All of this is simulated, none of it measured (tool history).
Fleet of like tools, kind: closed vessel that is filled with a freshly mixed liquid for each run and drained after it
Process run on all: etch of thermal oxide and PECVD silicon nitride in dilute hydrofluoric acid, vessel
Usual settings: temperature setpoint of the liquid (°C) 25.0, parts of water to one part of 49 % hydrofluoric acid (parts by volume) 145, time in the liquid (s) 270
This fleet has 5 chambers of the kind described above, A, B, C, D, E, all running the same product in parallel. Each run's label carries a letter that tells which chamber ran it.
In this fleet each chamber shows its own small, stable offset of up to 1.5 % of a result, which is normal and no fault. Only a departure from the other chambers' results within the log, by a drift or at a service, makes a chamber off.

run	hour	temperature setpoint of the liquid (°C)	parts of water to one part of 49 % hydrofluoric acid (parts by volume)	time in the liquid (s)	hours since the thermometer was replaced	hours since the hydrofluoric acid flow meter was replaced	read-back film thickness of the thermal oxide reference wafer, read on the same gauge (nm)	read-back film thickness of the PECVD silicon nitride reference wafer, read on the same gauge (nm)	thickness taken off the thermal oxide on a monitor wafer (nm)	thickness taken off the PECVD silicon nitride on a monitor wafer (nm)
1B	10.7	25.0	145	270	240.0	194.4	129.99	109.99	8.7092	5.3367
2A	20.5	25.0	145	270	484.5	1617.8	130.00	109.94	8.6265	5.2810
3E	30.2	25.0	145	270	1807.1	1014.6	130.01	110.01	8.6850	5.3067
4D	41.0	25.0	145	270	465.7	1307.6	130.01	110.02	8.5916	5.2559
5C	55.6	25.0	145	270	1097.1	1495.4	130.00	109.99	8.6329	5.2775
6D	64.8	25.0	145	270	489.5	1331.4	129.99	110.00	8.5302	5.2990
7B	79.7	25.0	145	270	309.0	263.4	130.01	110.03	8.5325	5.2954
8E	94.2	25.0	145	270	1871.1	1078.6	129.99	110.03	8.7149	5.4032
9A	106.0	28.5	195	270	570.0	1703.3	130.01	110.01	6.8520	4.8336
10C	115.9	28.5	195	270	1157.4	1555.7	130.00	110.01	6.9204	4.9454
11B	128.7	28.5	195	270	358.0	312.4	129.97	110.02	6.8661	4.9529
12A	140.8	28.5	195	270	604.8	1738.1	129.97	110.01	6.8779	4.8693
13E	149.8	28.5	195	270	1926.7	1134.2	130.00	110.00	6.8949	5.0043
14C	161.4	25.0	145	270	1202.9	1601.2	129.96	109.99	8.6767	5.3420
15D	169.5	25.0	145	270	594.2	1436.1	130.01	110.02	8.5505	5.1004
16B	177.7	25.0	145	270	407.0	361.4	129.99	110.03	8.6293	5.1496
17E	186.6	25.0	145	270	1963.5	1171.0	130.00	110.00	8.6734	5.3969
18C	199.1	25.0	145	270	1240.6	1638.9	129.99	109.96	8.6053	5.2598
19D	213.4	25.0	145	270	638.1	1480.0	130.01	110.04	8.4222	5.0166
# hour 215.5: chamber D: hydrofluoric acid flow meter replaced
20A	226.2	25.0	145	270	690.2	1823.5	130.01	110.02	8.6156	5.2882
21E	233.3	27.5	200	270	2010.2	1217.7	130.00	110.02	6.5000	4.5084
22A	247.7	27.5	200	270	711.7	1845.0	129.99	110.00	6.4335	4.5335
23D	261.5	27.5	200	270	686.2	46.1	129.99	109.98	6.1145	4.2482
24B	271.8	27.5	200	270	501.1	455.5	130.01	109.99	6.4560	4.4453
25C	283.9	27.5	200	270	1325.4	1723.7	130.02	110.00	6.5011	4.4757
26B	292.5	25.0	145	270	521.8	476.2	130.02	110.01	8.6669	5.2922
27D	302.9	25.0	145	270	727.6	87.5	129.99	109.99	8.1750	4.8037
28C	310.9	25.0	145	270	1352.4	1750.7	130.01	110.01	8.6689	5.3447
29A	326.5	25.0	145	270	790.5	1923.8	129.97	109.99	8.6515	5.2455
30E	339.4	25.0	145	270	2116.3	1323.8	129.98	109.99	8.7338	5.3774

Each of the 5 chambers runs these same settings next. Fill in every chamber's results:
31A	350.7	25.0	170	270					?	?
31B	350.7	25.0	170	270					?	?
31C	350.7	25.0	170	270					?	?
31D	350.7	25.0	170	270					?	?
31E	350.7	25.0	170	270					?	?

run	thickness taken off the thermal oxide on a monitor wafer (nm)	thickness taken off the PECVD silicon nitride on a monitor wafer (nm)
31A	7.1436	4.4589
31B	7.1451	4.5365
31C	7.1588	4.5257
31D	6.7088	4.0850
31E	7.1318	4.5723
